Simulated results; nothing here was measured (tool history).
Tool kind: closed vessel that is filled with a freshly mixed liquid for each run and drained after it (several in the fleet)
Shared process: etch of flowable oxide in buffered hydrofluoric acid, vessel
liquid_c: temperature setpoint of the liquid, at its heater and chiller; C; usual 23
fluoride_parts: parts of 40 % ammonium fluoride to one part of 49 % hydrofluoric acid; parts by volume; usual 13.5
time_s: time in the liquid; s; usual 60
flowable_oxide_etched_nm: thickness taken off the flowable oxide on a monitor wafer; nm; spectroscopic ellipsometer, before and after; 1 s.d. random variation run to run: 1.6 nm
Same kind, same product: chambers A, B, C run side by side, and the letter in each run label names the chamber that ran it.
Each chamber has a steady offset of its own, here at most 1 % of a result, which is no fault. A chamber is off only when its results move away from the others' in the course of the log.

run,hour,liquid_c,fluoride_parts,time_s,"read-back film thickness of the flowable oxide reference wafer, read on the same gauge (nm)",flowable_oxide_etched_nm
1A,11.3,23,13.5,60,89.983,167.34
2C,17.6,23,13.5,60,90,163.53
3B,28.2,23,13.5,60,90.011,163.94
4A,41,23,13.5,60,89.974,163.16
5C,51.3,23,13.5,60,90,165.24
6B,59.5,23,13.5,60,89.984,161.41
7A,65.5,23,13.5,60,90.042,166.02
8C,77.9,23,13.5,60,89.998,162.26
9B,90.8,23,13.5,60,89.951,161.81
10A,101,23,13.5,60,90.042,165.74
11B,109.5,23,13.5,60,89.995,161.66
# hour 114.7: chamber C: hydrofluoric acid flow meter replaced
12C,122.1,23,13.5,60,90.006,162.23
13B,130.8,23,13.5,60,90.052,163.21
14A,144.1,23,13.5,60,90,160.1
15C,151.7,23,13.5,60,89.988,160.83
16A,164.7,23,13.5,60,90.049,161.15
17C,176,23,13.5,60,89.973,165.47
18B,189.1,23,13.5,60,89.971,163.14
19B,197.4,23,13.5,60,90.029,164.53
20C,205.7,23,13.5,60,89.999,164.84
21A,213.6,23,13.5,60,89.999,155.37
22A,220.5,23,13.5,60,89.977,153.99
23C,228.1,19.5,16,60,89.974,114.33
24B,233.8,19.5,16,60,89.996,114.24
25B,246.1,19.5,16,60,89.987,113.62
26A,251.9,18.5,13.5,80,90.03,156.51
27C,259.2,18.5,13.5,80,90.001,170.22

All 3 chambers run these settings next. Forecast each chamber's results:
28A,268.7,20,13.5,60,,?
28B,268.7,20,13.5,60,,?
28C,268.7,20,13.5,60,,?

run,flowable_oxide_etched_nm
28A,125.61
28B,138.48
28C,139.44

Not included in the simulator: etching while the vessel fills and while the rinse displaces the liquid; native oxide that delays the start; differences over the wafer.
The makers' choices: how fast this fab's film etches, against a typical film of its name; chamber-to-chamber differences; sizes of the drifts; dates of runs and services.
